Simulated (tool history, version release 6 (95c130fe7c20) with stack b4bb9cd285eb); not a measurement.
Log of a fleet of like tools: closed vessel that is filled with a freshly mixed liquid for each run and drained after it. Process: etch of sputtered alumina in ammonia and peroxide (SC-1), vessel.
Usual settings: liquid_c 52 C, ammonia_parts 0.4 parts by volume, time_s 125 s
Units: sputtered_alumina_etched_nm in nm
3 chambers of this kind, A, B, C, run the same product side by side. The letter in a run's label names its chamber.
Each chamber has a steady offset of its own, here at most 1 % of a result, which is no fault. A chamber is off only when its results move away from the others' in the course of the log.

run   hour  liquid_c  ammonia_parts  time_s  read-back film thickness of the sputtered alumina reference wafer, read on the same gauge (nm)  sputtered_alumina_etched_nm
 1B    7.1        52            0.4     125                                                                                          80.009                       8.1642
 2A     13        52            0.4     125                                                                                          80.012                       8.0267
 3C   19.2        52            0.4     125                                                                                          79.995                       7.9661
 4A   24.5        52            0.4     125                                                                                          80.018                       8.1886
 5C   32.9        52            0.4     125                                                                                          80.007                       8.0365
 6B   42.1        52            0.4     125                                                                                          80.015                        8.111
 7A   49.7        52            0.4     125                                                                                          79.983                       7.9739
 8B   57.2      48.5           0.45     125                                                                                          80.025                       6.8229
        58  -- chamber A: ammonia flow meter replaced
 9C   63.8      48.5           0.45     125                                                                                          80.021                       6.7355
10A   71.5      48.5           0.45     125                                                                                          80.025                       6.5958
11B   80.5        52            0.4     125                                                                                          80.024                       8.0699
12C   89.3        52            0.4     125                                                                                          79.999                       8.1089
13A     94        52            0.4     125                                                                                          79.992                       7.9871
14B   99.3        55            0.4     175                                                                                          79.954                       13.149
15C    104        55            0.4     175                                                                                          80.003                       13.426
     109.5  -- chamber C: new drum of ammonia solution connected
16A  112.9        55            0.4     175                                                                                          80.045                       13.148
17C  118.6        52            0.5     125                                                                                          79.946                       8.3735
18B  127.3        52            0.5     125                                                                                          79.976                       8.2594
19A    134        52            0.5     125                                                                                          79.998                       8.1163
20B  142.2        52            0.4     125                                                                                          79.993                         8.06
21C  146.8        52            0.4     125                                                                                          80.002                       8.5239
22A  153.8        52            0.4     125                                                                                          80.022                       8.0126
23C    163        52            0.4     125                                                                                          79.976                       8.3949
24B  170.7        52            0.4     125                                                                                          80.004                        8.001
25B    178        52            0.3      95                                                                                           79.98                       5.9721
26A  186.6        52            0.3      95                                                                                          80.012                       5.9364
27C  194.7        52            0.3      95                                                                                           79.97                       6.2884
28C  201.5        52            0.4     125                                                                                          79.978                       8.5175
29A  205.8        52            0.4     125                                                                                          80.011                       8.0671
30B  214.3        52            0.4     125                                                                                          79.959                       8.1644
31B  219.1      48.5            0.5     125                                                                                          80.013                       6.8105
     225.1  -- chamber B: new drum of ammonia solution connected
32A  226.3      48.5            0.5     125                                                                                          79.995                       6.7175
33C  232.9      48.5            0.5     125                                                                                          79.999                       7.3884
34B  237.3        52            0.4     125                                                                                          79.984                       8.1711
35A  246.1        52            0.4     125                                                                                           79.98                       8.0858
36C  255.1        52            0.4     125                                                                                          79.961                       8.6507
37B  259.8        52            0.4     125                                                                                          79.978                       8.0985
38C  265.2        52            0.4     125                                                                                          80.025                       8.8301
39A  274.4        52            0.4     125                                                                                          80.006                       8.0565
40A  282.2        52            0.4     125                                                                                          79.966                       8.0867
41B  290.2        52            0.4     125                                                                                          79.993                       8.1045

Is one chamber off against the others, does the gauge drift, or is nothing wrong? If a chamber is off, say which, and what the likeliest cause is.

Chamber C drifts away from the others.
Cause: liquid hotter than its thermometer reads (K) = 1.65.

Here are 4 candidates for chamber C's next run, each the usual settings with a change, their results left as question marks. Which one brings its results back in line with what the others give on the usual settings?
In line means no further than this from the other chambers' mean on the usual settings: sputtered_alumina_etched_nm 0.27 nm
42C-1  296.9        52            0.3     125                                                                                                                            ?
42C-2  296.9        53            0.4     130                                                                                                                            ?
42C-3  296.9      52.5            0.4     125                                                                                                                            ?
42C-4  296.9      50.5            0.4     125                                                                                                                            ?

The other chambers' mean on the usual settings: sputtered_alumina_etched_nm 8.0606 nm
  run  sputtered_alumina_etched_nm
42C-1                       8.5781
42C-2                        9.664
42C-3                       9.0477
42C-4                       8.1333
42C-4 brings the chamber back in line.
